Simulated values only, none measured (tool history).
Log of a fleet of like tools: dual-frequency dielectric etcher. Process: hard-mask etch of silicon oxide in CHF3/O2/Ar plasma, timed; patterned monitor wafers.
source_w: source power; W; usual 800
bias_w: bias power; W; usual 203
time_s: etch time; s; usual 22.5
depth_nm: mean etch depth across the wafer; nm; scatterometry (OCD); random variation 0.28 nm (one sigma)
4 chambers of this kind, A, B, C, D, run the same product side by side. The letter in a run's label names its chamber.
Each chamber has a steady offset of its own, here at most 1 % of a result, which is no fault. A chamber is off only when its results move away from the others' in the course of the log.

run	hour	source_w	bias_w	time_s	hours since the last wet clean	hours since the last source power generator calibration	hours since the last bias power generator calibration	read-back reference wafer on the same gauge, depth_nm	depth_nm
1B	7.3	800	203	22.5	134.1	1028.8	2479.8	47.893	51.895
2C	21	800	203	22.5	343.7	317.6	782.1	47.89	52.136
# hour 23.4: chamber B: bias power generator calibrated
3A	32.9	800	203	22.5	106.5	1669.4	709.8	47.853	51.737
4D	46.8	800	203	22.5	238.3	2325.5	82.6	47.881	51.944
5B	53.9	800	203	22.5	180.7	1075.4	30.5	47.855	52.013
# hour 62: chamber C: wet clean of the chamber
6C	65	800	203	22.5	3	361.6	826.1	47.839	51.538
7D	75.9	800	203	22.5	267.4	2354.6	111.7	47.843	51.426
8A	83.7	800	203	22.5	157.3	1720.2	760.6	47.929	51.202
9A	98	800	203	22.5	171.6	1734.5	774.9	47.924	51.332
10B	108.9	630	203	22.5	235.7	1130.4	85.5	47.864	47.485
11D	124.7	630	203	22.5	316.2	2403.4	160.5	47.899	47.402
12C	137.1	630	203	22.5	75.1	433.7	898.2	47.888	47.412
13D	146.3	630	203	22.5	337.8	2425	182.1	47.885	47.268
14A	160.9	800	203	22.5	234.5	1797.4	837.8	47.893	51.904
15C	170.6	800	247	26	108.6	467.2	931.7	47.905	64.361
16B	181.8	800	247	26	308.6	1203.3	158.4	47.963	63.361
17B	192.6	800	247	26	319.4	1214.1	169.2	47.849	64.282
18D	200.4	800	247	26	391.9	2479.1	236.2	47.9	63.759
# hour 211.2: chamber D: wet clean of the chamber
19C	212.2	800	203	22.5	150.2	508.8	973.3	47.8	51.816
20A	223.3	910	252	22.5	296.9	1859.8	900.2	47.998	58.618
21B	238.9	910	252	22.5	365.7	1260.4	215.5	47.862	58.563
22D	247.3	910	252	22.5	36.2	2526	283.1	47.914	59.137
23C	256.1	910	252	22.5	194.1	552.7	1017.2	47.932	58.395
24A	265.1	800	203	22.5	338.7	1901.6	942	47.923	51.006

Next, every chamber runs the same settings. What will each give?
25A	276.5	800	203	18					?
25B	276.5	800	203	18					?
25C	276.5	800	203	18					?
25D	276.5	800	203	18					?

run	depth_nm
25A	41.036
25B	41.319
25C	41.013
25D	41.088
